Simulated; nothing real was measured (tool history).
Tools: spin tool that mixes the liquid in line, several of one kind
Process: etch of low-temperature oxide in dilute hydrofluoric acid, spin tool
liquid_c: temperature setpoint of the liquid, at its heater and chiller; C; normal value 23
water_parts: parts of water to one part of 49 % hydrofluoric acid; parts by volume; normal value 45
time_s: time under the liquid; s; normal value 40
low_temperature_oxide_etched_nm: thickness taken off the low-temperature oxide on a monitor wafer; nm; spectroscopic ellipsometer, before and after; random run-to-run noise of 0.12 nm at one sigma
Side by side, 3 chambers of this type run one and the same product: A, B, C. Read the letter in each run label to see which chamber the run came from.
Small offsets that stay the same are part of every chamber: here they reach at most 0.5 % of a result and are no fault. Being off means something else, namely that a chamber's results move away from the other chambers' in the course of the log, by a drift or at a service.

run,day,liquid_c,water_parts,time_s,"read-back film thickness of the low-temperature oxide reference wafer, read on the same gauge (nm)",low_temperature_oxide_etched_nm
1B,0.433,23,45,40,150,12.109
2C,0.825,23,45,40,149.99,12.472
3A,1.104,23,45,40,149.99,12.029
4B,1.3,23,45,40,150,12.503
5C,1.517,23,45,40,150,12.35
6A,1.829,23,45,40,149.98,12.153
7C,2.129,23,45,40,150,12.394
8B,2.392,23,45,40,149.99,12.14
9A,2.708,23,45,40,149.99,12.349
10B,3.021,21.5,45,40,150.01,11.445
11C,3.267,21.5,45,40,150,11.491
12A,3.617,21.5,45,40,150.01,11.51
13B,4.038,23,45,20,150.01,6.1044
14C,4.362,23,45,20,149.97,6.1622
15A,4.712,23,45,20,150,6.1175
16C,4.925,23,45,40,150.03,12.38
17B,5.129,23,45,40,150.02,12.093
18A,5.496,23,45,40,150,12.177
19C,5.804,23,45,40,150,12.345
20A,6.229,23,45,40,150.02,12.25
21B,6.529,23,45,40,150,12.192
22A,6.796,23,45,40,150,12.032
23C,7.188,23,45,40,150,12.162
24B,7.642,23,45,50,149.98,15.22
25A,8.021,23,45,50,149.99,14.887
26B,8.217,23,45,50,150,15.433
27C,8.546,23,45,40,150,12.307
28B,8.942,23,45,40,150.01,12.286
29A,9.288,23,45,40,149.99,12.301
# day 9.433: chamber C: hydrofluoric acid flow meter replaced
30C,9.725,23,45,40,149.98,12.077
31B,9.946,23,45,40,149.99,12.105
32A,10.183,24.5,30,40,149.98,19.598
33C,10.388,24.5,30,40,150.01,19.801
34A,10.825,24.5,30,40,149.99,19.749
35C,11.1,23,45,40,150.01,12.184
36B,11.308,23,45,40,150,12.118
37B,11.558,24.5,40,40,149.99,14.534
38C,11.858,24.5,40,40,149.99,14.575
39A,12.308,24.5,40,40,149.97,14.724
40B,12.646,20.5,45,20,150,5.4861

Next, all 3 chambers run the settings below, one line each with question marks for the results. What does each chamber give?
41A,12.971,23,45,40,,?
41B,12.971,23,45,40,,?
41C,12.971,23,45,40,,?

run,low_temperature_oxide_etched_nm
41A,12.09
41B,12.211
41C,12.352

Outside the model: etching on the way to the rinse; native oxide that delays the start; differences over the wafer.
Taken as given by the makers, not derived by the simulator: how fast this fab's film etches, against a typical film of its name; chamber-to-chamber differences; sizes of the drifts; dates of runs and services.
